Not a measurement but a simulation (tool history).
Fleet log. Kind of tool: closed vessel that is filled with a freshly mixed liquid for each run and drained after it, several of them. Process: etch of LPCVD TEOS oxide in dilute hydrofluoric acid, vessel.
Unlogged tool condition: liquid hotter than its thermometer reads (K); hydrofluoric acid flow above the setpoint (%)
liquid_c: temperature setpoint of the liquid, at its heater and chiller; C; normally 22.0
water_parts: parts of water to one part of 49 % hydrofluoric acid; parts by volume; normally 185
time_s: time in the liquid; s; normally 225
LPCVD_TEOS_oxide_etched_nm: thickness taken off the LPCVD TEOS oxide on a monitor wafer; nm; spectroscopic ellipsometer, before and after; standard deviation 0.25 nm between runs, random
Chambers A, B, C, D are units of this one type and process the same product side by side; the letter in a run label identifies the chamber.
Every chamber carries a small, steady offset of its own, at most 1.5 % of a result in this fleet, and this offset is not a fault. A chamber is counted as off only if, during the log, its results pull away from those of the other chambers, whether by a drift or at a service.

| run | day | liquid_c | water_parts | time_s | hours since the thermometer was replaced | hours since the hydrofluoric acid flow meter was replaced | read-back film thickness of the LPCVD TEOS oxide reference wafer, read on the same gauge (nm) | LPCVD_TEOS_oxide_etched_nm |
|---|---|---|---|---|---|---|---|---|
| 1B | 0.479 | 22.0 | 185 | 225 | 567.7 | 1051.5 | 100.030 | 58.003 |
| 2C | 1.054 | 22.0 | 185 | 225 | 1087.1 | 811.4 | 100.030 | 57.056 |
| 3D | 1.525 | 22.0 | 185 | 225 | 1878.5 | 559.7 | 100.000 | 57.327 |
| 4A | 2.200 | 22.0 | 185 | 225 | 1122.0 | 1476.4 | 99.981 | 57.562 |
| 5D | 2.696 | 22.0 | 185 | 225 | 1906.6 | 587.8 | 100.040 | 57.544 |
| 6B | 3.217 | 22.0 | 185 | 225 | 633.4 | 1117.2 | 100.010 | 57.848 |
| 7C | 3.812 | 17.5 | 255 | 225 | 1153.3 | 877.6 | 100.070 | 32.660 |
| 8A | 4.383 | 17.5 | 255 | 225 | 1174.4 | 1528.8 | 100.030 | 32.474 |
|  | 4.833 | chamber A: hydrofluoric acid flow meter replaced |
| 9B | 4.958 | 17.5 | 255 | 225 | 675.2 | 1159.0 | 100.000 | 33.028 |
| 10A | 5.408 | 17.5 | 255 | 225 | 1199.0 | 13.8 | 99.949 | 32.377 |
| 11D | 5.904 | 22.0 | 185 | 225 | 1983.6 | 664.8 | 100.010 | 57.570 |
| 12C | 6.467 | 22.0 | 185 | 225 | 1217.0 | 941.3 | 99.991 | 57.444 |
| 13B | 6.788 | 22.0 | 185 | 180 | 719.1 | 1202.9 | 99.985 | 46.575 |
| 14C | 7.250 | 22.0 | 185 | 180 | 1235.8 | 960.1 | 100.010 | 45.548 |
| 15A | 7.708 | 22.0 | 185 | 180 | 1254.2 | 69.0 | 100.040 | 45.994 |
| 16D | 8.112 | 22.0 | 185 | 180 | 2036.6 | 717.8 | 100.070 | 46.101 |
| 17C | 8.417 | 22.0 | 185 | 225 | 1263.8 | 988.1 | 100.040 | 57.047 |
| 18D | 8.792 | 22.0 | 185 | 225 | 2052.9 | 734.1 | 100.030 | 57.127 |
| 19B | 9.292 | 22.0 | 185 | 225 | 779.2 | 1263.0 | 99.981 | 58.282 |
| 20A | 9.854 | 22.0 | 185 | 225 | 1305.7 | 120.5 | 100.050 | 57.346 |
|  | 10.058 | chamber C: hydrofluoric acid flow meter replaced |
| 21A | 10.392 | 22.0 | 185 | 225 | 1318.6 | 133.4 | 99.999 | 57.087 |
| 22D | 10.712 | 22.0 | 185 | 225 | 2099.0 | 780.2 | 99.947 | 57.240 |
| 23C | 11.400 | 22.0 | 185 | 225 | 1335.4 | 32.3 | 100.010 | 57.369 |
| 24B | 11.704 | 22.0 | 185 | 225 | 837.1 | 1320.9 | 100.030 | 59.120 |
| 25C | 12.388 | 22.0 | 220 | 160 | 1359.1 | 56.0 | 100.020 | 32.827 |
| 26A | 12.908 | 22.0 | 220 | 160 | 1379.0 | 193.8 | 99.959 | 32.797 |
| 27B | 13.283 | 22.0 | 220 | 160 | 875.0 | 1358.8 | 99.950 | 34.420 |
| 28D | 13.742 | 22.0 | 220 | 160 | 2171.7 | 852.9 | 99.975 | 33.088 |
| 29A | 14.433 | 22.0 | 185 | 225 | 1415.6 | 230.4 | 100.040 | 57.090 |
| 30B | 14.929 | 22.0 | 115 | 225 | 914.5 | 1398.3 | 99.990 | 103.430 |
| 31C | 15.392 | 22.0 | 115 | 225 | 1431.2 | 128.1 | 99.957 | 98.884 |
| 32D | 15.700 | 22.0 | 115 | 225 | 2218.7 | 899.9 | 100.000 | 99.334 |
| 33A | 16.071 | 22.0 | 115 | 225 | 1454.9 | 269.7 | 100.010 | 99.515 |
| 34B | 16.400 | 22.0 | 185 | 225 | 949.8 | 1433.6 | 99.977 | 60.129 |
| 35C | 16.758 | 22.0 | 185 | 225 | 1464.0 | 160.9 | 100.050 | 57.363 |
| 36D | 17.188 | 22.0 | 185 | 225 | 2254.4 | 935.6 | 100.000 | 57.655 |

Read the log: is a single chamber off, either drifting away or since a service, is the gauge that measures every chamber drifting, or is nothing wrong beyond small per-chamber offsets? Name any odd chamber and what most likely caused it.

One chamber, B, drifts off from the rest bit by bit.
Most likely cause: liquid hotter than its thermometer reads (K) = 1.2.
The log may not separate it from: hydrofluoric acid flow above the setpoint (%).

Here are 4 candidates for chamber B's next run, each the usual settings with a change, their results left as question marks. Which one brings its results back in line with what the others give on the usual settings?
A result is in line if it is within this distance of the other chambers' mean on the usual settings: LPCVD_TEOS_oxide_etched_nm 0.880 nm
| 37B-1 | 17.683 | 22.0 | 190 | 220 |  |  |  | ? |
| 37B-2 | 17.683 | 22.0 | 185 | 230 |  |  |  | ? |
| 37B-3 | 17.683 | 22.0 | 180 | 230 |  |  |  | ? |
| 37B-4 | 17.683 | 22.0 | 185 | 220 |  |  |  | ? |

What the other chambers average on the usual settings: LPCVD_TEOS_oxide_etched_nm 57.193 nm
| run | LPCVD_TEOS_oxide_etched_nm |
|---|---|
| 37B-1 | 57.291 |
| 37B-2 | 61.853 |
| 37B-3 | 63.924 |
| 37B-4 | 59.164 |
37B-1 is the one that brings the chamber's results back in line with the other chambers.
